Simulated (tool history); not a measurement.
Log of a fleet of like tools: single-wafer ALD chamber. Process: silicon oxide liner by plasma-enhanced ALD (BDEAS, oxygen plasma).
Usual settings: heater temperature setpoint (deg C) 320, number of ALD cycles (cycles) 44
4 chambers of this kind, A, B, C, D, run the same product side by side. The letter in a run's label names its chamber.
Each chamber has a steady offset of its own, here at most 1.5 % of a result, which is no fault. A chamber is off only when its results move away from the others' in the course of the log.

run,hour,heater temperature setpoint (deg C),number of ALD cycles (cycles),"read-back reference wafer on the same gauge, thickness_nm",mean film thickness on the monitor wafer (Å)
1B,4.3,320,44,3.3888,39.767
2D,8.6,320,44,3.3902,39.415
3C,11.1,320,44,3.3893,39.317
4A,13.5,320,44,3.3909,39.317
5B,18.1,320,44,3.3910,39.806
6D,22.0,325,51,3.3907,45.409
7A,27.4,325,51,3.3898,45.377
8C,31.7,325,51,3.3896,45.399
9A,35.4,325,51,3.3912,45.185
10C,40.9,309,44,3.3888,40.001
11B,45.6,309,44,3.3908,40.264
12D,49.0,309,44,3.3903,40.272
13A,51.5,309,44,3.3910,39.850
14D,56.2,320,44,3.3905,39.462
15C,60.4,333,51,3.3903,44.924
16B,64.9,333,51,3.3903,44.971
17C,67.8,333,51,3.3912,44.751
18B,70.4,333,51,3.3898,45.226
19D,75.8,313,37,3.3910,33.367
20A,79.2,313,37,3.3916,33.400
21C,81.8,313,37,3.3894,33.576
22D,86.3,313,37,3.3893,33.484
23B,91.1,320,44,3.3906,39.552
24A,95.1,320,44,3.3890,39.406
25B,99.9,320,44,3.3893,39.668
26C,104.0,333,40,3.3885,35.020

All 4 chambers run these settings next. Forecast each chamber's results:
27A,108.0,330,44,,?
27B,108.0,330,44,,?
27C,108.0,330,44,,?
27D,108.0,330,44,,?

run,mean film thickness on the monitor wafer (Å)
27A,38.710
27B,39.150
27C,38.772
27D,39.073

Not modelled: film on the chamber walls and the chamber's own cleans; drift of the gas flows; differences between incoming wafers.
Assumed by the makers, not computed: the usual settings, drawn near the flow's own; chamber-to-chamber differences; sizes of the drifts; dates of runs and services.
